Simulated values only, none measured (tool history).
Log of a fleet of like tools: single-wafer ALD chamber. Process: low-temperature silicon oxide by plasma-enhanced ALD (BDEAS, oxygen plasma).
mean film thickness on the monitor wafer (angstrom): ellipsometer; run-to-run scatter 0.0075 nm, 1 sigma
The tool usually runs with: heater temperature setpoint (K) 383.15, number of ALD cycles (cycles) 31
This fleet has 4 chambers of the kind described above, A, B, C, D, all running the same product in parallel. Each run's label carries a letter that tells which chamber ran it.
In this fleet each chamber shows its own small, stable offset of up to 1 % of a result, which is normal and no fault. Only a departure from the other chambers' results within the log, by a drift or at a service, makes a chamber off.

run	hour	heater temperature setpoint (K)	number of ALD cycles (cycles)	read-back reference wafer on the same gauge, thickness_nm	mean film thickness on the monitor wafer (angstrom)
1C	8.3	383.15	31	4.6392	43.323
2D	15.7	383.15	31	4.6361	43.271
3B	24	383.15	31	4.6354	43.46
4A	32.7	383.15	31	4.6368	43.395
5C	39.9	383.15	31	4.6338	43.263
6D	46.7	383.15	31	4.6334	43.132
7A	52.8	383.15	31	4.6327	43.35
8B	56.9	383.15	31	4.633	43.377
9A	64.9	383.15	31	4.6288	43.449
10B	73.5	396.15	31	4.6305	42.354
11C	82.3	396.15	31	4.6278	42.281
12D	87	396.15	31	4.6288	42.107
13D	94	396.15	31	4.6245	42.033
14C	102.2	383.15	31	4.6264	43.276
15A	107.2	383.15	31	4.6265	43.44
16B	113.1	383.15	31	4.6263	43.372
17A	119.4	383.15	31	4.6224	43.377
18C	127.2	383.15	31	4.6221	43.085
19B	131.7	383.15	31	4.6238	43.494
20D	137.4	383.15	31	4.6189	42.978
21D	145.8	373.15	28	4.6196	39.514
22C	151.6	373.15	28	4.6192	39.682
23B	156.3	373.15	28	4.6196	39.792
24A	163.4	373.15	28	4.6174	39.85
25B	168.5	388.15	26	4.6171	35.952
26C	175.5	388.15	26	4.6157	35.791
27D	180.8	388.15	26	4.6142	35.753
28A	188.2	388.15	26	4.6145	36.082
# hour 195.4: chamber C: thermocouple changed; heater temperature recalibrated
29D	197.1	383.15	31	4.6136	42.851
30B	205.6	383.15	31	4.6126	43.319
31C	210.9	376.15	35	4.6125	49.085
32A	215.1	376.15	35	4.6122	49.411
33C	219.6	376.15	35	4.6106	49.091
34A	224	376.15	35	4.6099	49.653
35B	229.6	383.15	31	4.6089	43.327
36D	234.7	383.15	31	4.6057	42.891

Predict what each chamber gives when all 4 of them run the settings below next.
37A	241.2	383.15	31		?
37B	241.2	383.15	31		?
37C	241.2	383.15	31		?
37D	241.2	383.15	31		?

run	mean film thickness on the monitor wafer (angstrom)
37A	43.32
37B	43.196
37C	43.094
37D	43.015
